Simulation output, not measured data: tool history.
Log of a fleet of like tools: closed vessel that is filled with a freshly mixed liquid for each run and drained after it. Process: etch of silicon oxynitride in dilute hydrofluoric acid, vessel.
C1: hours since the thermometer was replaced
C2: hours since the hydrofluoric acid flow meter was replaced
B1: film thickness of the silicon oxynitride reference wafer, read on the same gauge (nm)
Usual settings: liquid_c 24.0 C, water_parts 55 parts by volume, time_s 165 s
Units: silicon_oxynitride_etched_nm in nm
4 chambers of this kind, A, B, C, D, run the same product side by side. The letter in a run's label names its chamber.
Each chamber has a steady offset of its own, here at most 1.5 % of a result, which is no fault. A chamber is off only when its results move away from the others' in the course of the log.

Run 1B, day 0.188: usual settings; C1 1549.8; C2 104.7; B1 100.020. Result: silicon_oxynitride_etched_nm 7.1643 nm.
Run 2D, day 0.304: usual settings; C1 522.1; C2 350.8; B1 100.040. Result: silicon_oxynitride_etched_nm 6.9658 nm.
Run 3A, day 0.512: usual settings; C1 566.9; C2 1312.0; B1 99.984. Result: silicon_oxynitride_etched_nm 7.1232 nm.
Run 4C, day 0.671: usual settings; C1 1238.5; C2 554.6; B1 99.998. Result: silicon_oxynitride_etched_nm 7.0855 nm.
Run 5D, day 0.892: usual settings; C1 536.2; C2 364.9; B1 99.988. Result: silicon_oxynitride_etched_nm 7.1491 nm.
Run 6B, day 1.079: usual settings; C1 1571.2; C2 126.1; B1 100.010. Result: silicon_oxynitride_etched_nm 7.1669 nm.
Run 7A, day 1.208: usual settings; C1 583.6; C2 1328.7; B1 99.964. Result: silicon_oxynitride_etched_nm 7.0839 nm.
Run 8C, day 1.417: usual settings; C1 1256.4; C2 572.5; B1 100.030. Result: silicon_oxynitride_etched_nm 7.0612 nm.
Run 9A, day 1.662: usual settings; C1 594.5; C2 1339.6; B1 100.010. Result: silicon_oxynitride_etched_nm 7.1600 nm.
Run 10B, day 1.792: usual settings; C1 1588.3; C2 143.2; B1 99.986. Result: silicon_oxynitride_etched_nm 7.0629 nm.
Run 11C, day 1.992: usual settings; C1 1270.2; C2 586.3; B1 99.987. Result: silicon_oxynitride_etched_nm 7.1186 nm.
Run 12D, day 2.154: usual settings; C1 566.5; C2 395.2; B1 99.944. Result: silicon_oxynitride_etched_nm 7.0713 nm.
Run 13A, day 2.346: usual settings; C1 610.9; C2 1356.0; B1 100.020. Result: silicon_oxynitride_etched_nm 7.2164 nm.
Run 14B, day 2.588: usual settings; C1 1607.4; C2 162.3; B1 99.969. Result: silicon_oxynitride_etched_nm 7.0531 nm.
At day 2.675: chamber D: thermometer replaced.
Run 15D, day 2.725: usual settings but liquid_c 25.5 C, time_s 225 s; C1 1.2; C2 408.9; B1 100.010. Result: silicon_oxynitride_etched_nm 10.4170 nm.
Run 16C, day 2.850: usual settings but liquid_c 25.5 C, time_s 225 s; C1 1290.8; C2 606.9; B1 100.030. Result: silicon_oxynitride_etched_nm 10.4920 nm.
Run 17D, day 3.038: usual settings but liquid_c 25.5 C, time_s 225 s; C1 8.7; C2 416.4; B1 100.020. Result: silicon_oxynitride_etched_nm 10.4090 nm.
Run 18B, day 3.221: usual settings but liquid_c 25.5 C, time_s 225 s; C1 1622.6; C2 177.5; B1 99.997. Result: silicon_oxynitride_etched_nm 10.4000 nm.
Run 19A, day 3.329: usual settings; C1 634.5; C2 1379.6; B1 99.962. Result: silicon_oxynitride_etched_nm 7.3303 nm.
Run 20C, day 3.500: usual settings; C1 1306.4; C2 622.5; B1 100.010. Result: silicon_oxynitride_etched_nm 7.1580 nm.
Run 21B, day 3.650: usual settings; C1 1632.9; C2 187.8; B1 100.030. Result: silicon_oxynitride_etched_nm 7.1511 nm.
Run 22D, day 3.892: usual settings; C1 29.2; C2 436.9; B1 100.030. Result: silicon_oxynitride_etched_nm 7.1377 nm.
Run 23C, day 4.133: usual settings; C1 1321.6; C2 637.7; B1 99.969. Result: silicon_oxynitride_etched_nm 7.1382 nm.
Run 24A, day 4.317: usual settings; C1 658.2; C2 1403.3; B1 100.000. Result: silicon_oxynitride_etched_nm 7.5041 nm.
Run 25D, day 4.542: usual settings; C1 44.8; C2 452.5; B1 100.010. Result: silicon_oxynitride_etched_nm 7.0754 nm.
Run 26A, day 4.779: usual settings; C1 669.3; C2 1414.4; B1 100.020. Result: silicon_oxynitride_etched_nm 7.7234 nm.
Run 27B, day 4.929: usual settings but liquid_c 27.0 C, water_parts 45 parts by volume; C1 1663.6; C2 218.5; B1 99.980. Result: silicon_oxynitride_etched_nm 10.2660 nm.
Run 28C, day 5.046: usual settings but liquid_c 27.0 C, water_parts 45 parts by volume; C1 1343.5; C2 659.6; B1 99.963. Result: silicon_oxynitride_etched_nm 10.1220 nm.
Run 29D, day 5.179: usual settings but liquid_c 27.0 C, water_parts 45 parts by volume; C1 60.1; C2 467.8; B1 99.979. Result: silicon_oxynitride_etched_nm 10.0530 nm.
Run 30B, day 5.400: usual settings but liquid_c 27.0 C, water_parts 45 parts by volume; C1 1674.9; C2 229.8; B1 100.010. Result: silicon_oxynitride_etched_nm 10.2170 nm.
Run 31C, day 5.567: usual settings but water_parts 75 parts by volume; C1 1356.0; C2 672.1; B1 99.985. Result: silicon_oxynitride_etched_nm 5.1715 nm.
Run 32A, day 5.796: usual settings but water_parts 75 parts by volume; C1 693.7; C2 1438.8; B1 99.987. Result: silicon_oxynitride_etched_nm 5.7114 nm.
Run 33B, day 5.988: usual settings but water_parts 75 parts by volume; C1 1689.0; C2 243.9; B1 99.998. Result: silicon_oxynitride_etched_nm 5.0720 nm.
Run 34C, day 6.192: usual settings but water_parts 75 parts by volume; C1 1371.0; C2 687.1; B1 99.997. Result: silicon_oxynitride_etched_nm 5.1464 nm.
Run 35D, day 6.354: usual settings but water_parts 30 parts by volume; C1 88.3; C2 496.0; B1 99.989. Result: silicon_oxynitride_etched_nm 13.2400 nm.
Run 36A, day 6.492: usual settings but water_parts 30 parts by volume; C1 710.4; C2 1455.5; B1 100.030. Result: silicon_oxynitride_etched_nm 14.7720 nm.
Run 37D, day 6.712: usual settings but water_parts 30 parts by volume; C1 96.9; C2 504.6; B1 99.996. Result: silicon_oxynitride_etched_nm 13.3680 nm.
Run 38C, day 6.938: usual settings but water_parts 30 parts by volume; C1 1388.9; C2 705.0; B1 100.020. Result: silicon_oxynitride_etched_nm 13.0580 nm.
Run 39A, day 7.175: usual settings; C1 726.8; C2 1471.9; B1 100.020. Result: silicon_oxynitride_etched_nm 8.0626 nm.
Run 40B, day 7.367: usual settings; C1 1722.1; C2 277.0; B1 99.991. Result: silicon_oxynitride_etched_nm 7.1200 nm.

Is one chamber off against the others, does the gauge drift, or is nothing wrong? If a chamber is off, say which, and what the likeliest cause is.

Chamber A drifts away from the others.
Cause: liquid hotter than its thermometer reads (K) = 2.44.
The log may not tell that from: hydrofluoric acid flow above the setpoint (%).

Here are 4 candidates for chamber A's next run, each the usual settings with a change, their results left as question marks. Which one brings its results back in line with what the others give on the usual settings?
In line means no further than this from the other chambers' mean on the usual settings: silicon_oxynitride_etched_nm 0.2100 nm
Run 41A-1, day 7.546: usual settings but liquid_c 25.5 C. Result: silicon_oxynitride_etched_nm ?.
Run 41A-2, day 7.546: usual settings but time_s 185 s. Result: silicon_oxynitride_etched_nm ?.
Run 41A-3, day 7.546: usual settings but time_s 155 s. Result: silicon_oxynitride_etched_nm ?.
Run 41A-4, day 7.546: usual settings but liquid_c 23.5 C, time_s 150 s. Result: silicon_oxynitride_etched_nm ?.

The other chambers' mean on the usual settings: silicon_oxynitride_etched_nm 7.1010 nm
  run  silicon_oxynitride_etched_nm
41A-1                        8.6438
41A-2                        9.0176
41A-3                        7.5553
41A-4                        7.1355
41A-4 brings the chamber back in line.
